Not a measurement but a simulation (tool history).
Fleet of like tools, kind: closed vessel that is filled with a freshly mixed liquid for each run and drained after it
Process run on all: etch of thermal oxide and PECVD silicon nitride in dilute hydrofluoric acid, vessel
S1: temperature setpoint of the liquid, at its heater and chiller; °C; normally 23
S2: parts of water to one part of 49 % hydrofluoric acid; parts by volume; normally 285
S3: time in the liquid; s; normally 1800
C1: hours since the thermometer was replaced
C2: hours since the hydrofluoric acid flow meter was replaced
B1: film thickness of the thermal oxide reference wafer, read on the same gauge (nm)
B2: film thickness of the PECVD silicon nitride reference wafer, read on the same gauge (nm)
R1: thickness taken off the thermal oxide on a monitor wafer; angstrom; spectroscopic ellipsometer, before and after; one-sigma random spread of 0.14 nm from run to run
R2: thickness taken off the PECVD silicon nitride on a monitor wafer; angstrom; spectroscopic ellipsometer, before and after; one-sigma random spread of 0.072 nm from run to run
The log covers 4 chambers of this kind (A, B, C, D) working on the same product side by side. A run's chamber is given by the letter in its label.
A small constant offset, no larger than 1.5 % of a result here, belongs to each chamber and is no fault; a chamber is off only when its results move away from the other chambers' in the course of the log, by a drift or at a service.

| run | day | S1 | S2 | S3 | C1 | C2 | B1 | B2 | R1 | R2 |
|---|---|---|---|---|---|---|---|---|---|---|
| 1D | 0.558 | 23 | 285 | 1800 | 490.7 | 1711.9 | 60.009 | 139.97 | 254.46 | 101.85 |
| 2C | 1.100 | 23 | 285 | 1800 | 206.5 | 726.5 | 59.995 | 140.03 | 255.35 | 102.58 |
| 3A | 1.408 | 23 | 285 | 1800 | 267.4 | 1443.0 | 60.042 | 140.02 | 250.76 | 102.05 |
| 4B | 1.688 | 23 | 285 | 1800 | 586.0 | 1292.7 | 60.026 | 140.01 | 254.70 | 102.14 |
| 5D | 2.242 | 23 | 285 | 1800 | 531.1 | 1752.3 | 60.001 | 140.03 | 254.33 | 101.79 |
| 6B | 2.658 | 23 | 285 | 1800 | 609.3 | 1316.0 | 60.008 | 140.00 | 253.59 | 103.83 |
| 7C | 2.929 | 23 | 285 | 1800 | 250.4 | 770.4 | 60.000 | 140.01 | 254.19 | 101.77 |
| 8A | 3.358 | 23 | 285 | 1800 | 314.2 | 1489.8 | 59.991 | 139.99 | 252.42 | 102.50 |
| 9B | 3.600 | 23 | 285 | 1800 | 631.9 | 1338.6 | 60.002 | 140.00 | 255.96 | 102.09 |
| 10C | 4.158 | 23 | 285 | 1800 | 279.9 | 799.9 | 60.026 | 140.00 | 253.02 | 103.11 |
| 11D | 4.571 | 23 | 285 | 1800 | 587.0 | 1808.2 | 60.002 | 140.02 | 253.96 | 102.46 |
| 12A | 4.888 | 23 | 285 | 1800 | 350.9 | 1526.5 | 60.018 | 140.03 | 248.21 | 103.28 |
| 13D | 5.354 | 23 | 285 | 1800 | 605.8 | 1827.0 | 60.005 | 140.01 | 255.45 | 102.71 |
| 14C | 5.779 | 23 | 285 | 1800 | 318.8 | 838.8 | 60.006 | 140.03 | 252.84 | 103.80 |
| 15B | 6.033 | 23 | 285 | 1800 | 690.3 | 1397.0 | 60.035 | 140.01 | 252.69 | 103.23 |
| 16A | 6.458 | 23 | 285 | 1800 | 388.6 | 1564.2 | 59.970 | 140.00 | 246.66 | 101.55 |
| 17A | 7.008 | 25 | 235 | 1800 | 401.8 | 1577.4 | 59.971 | 140.03 | 330.61 | 135.98 |
|  | 7.225 | chamber C: hydrofluoric acid flow meter replaced |
| 18B | 7.267 | 25 | 235 | 1800 | 719.9 | 1426.6 | 60.019 | 140.02 | 349.29 | 141.09 |
| 19C | 7.721 | 25 | 235 | 1800 | 365.4 | 12.0 | 60.015 | 140.00 | 344.39 | 139.76 |
| 20D | 8.000 | 25 | 235 | 1800 | 669.3 | 1890.5 | 59.980 | 140.00 | 347.14 | 139.96 |
| 21A | 8.558 | 23 | 285 | 2455 | 439.0 | 1614.6 | 59.996 | 140.02 | 330.86 | 134.92 |
| 22D | 9.038 | 23 | 285 | 2455 | 694.2 | 1915.4 | 60.020 | 140.02 | 343.36 | 140.06 |
| 23C | 9.483 | 23 | 285 | 2455 | 407.7 | 54.3 | 59.967 | 139.98 | 342.22 | 141.35 |
| 24B | 9.979 | 23 | 285 | 2455 | 785.0 | 1491.7 | 59.986 | 140.00 | 347.05 | 139.66 |
| 25D | 10.421 | 23 | 285 | 1800 | 727.4 | 1948.6 | 59.997 | 140.01 | 254.39 | 101.53 |

Is one chamber off against the others, does the gauge drift, or is nothing wrong? If a chamber is off, say which, and what the likeliest cause is.

Little by little, chamber A moves away from the other chambers.
Likeliest cause: hydrofluoric acid flow below the setpoint (%) = 5.2.

Which of the 4 candidates below, each the usual settings with something changed and its results left as question marks, puts chamber A back in line with what the other chambers give on the usual settings?
In line here means within this much of the mean the other chambers give on the usual settings: R1 4.80 angstrom; R2 2.500 angstrom
| 26A-1 | 10.825 | 23.0 | 275 | 1855 |  |  |  |  | ? | ? |
| 26A-2 | 10.825 | 23.0 | 295 | 1745 |  |  |  |  | ? | ? |
| 26A-3 | 10.825 | 23.5 | 310 | 1725 |  |  |  |  | ? | ? |
| 26A-4 | 10.825 | 22.5 | 260 | 1860 |  |  |  |  | ? | ? |

Other chambers, usual settings, mean: R1 252.98 angstrom; R2 102.540 angstrom
| run | R1 | R2 |
|---|---|---|
| 26A-1 | 252.05 | 103.370 |
| 26A-2 | 216.85 | 90.819 |
| 26A-3 | 204.64 | 88.194 |
| 26A-4 | 266.29 | 106.040 |
26A-1 puts the chamber back in line with the other chambers.
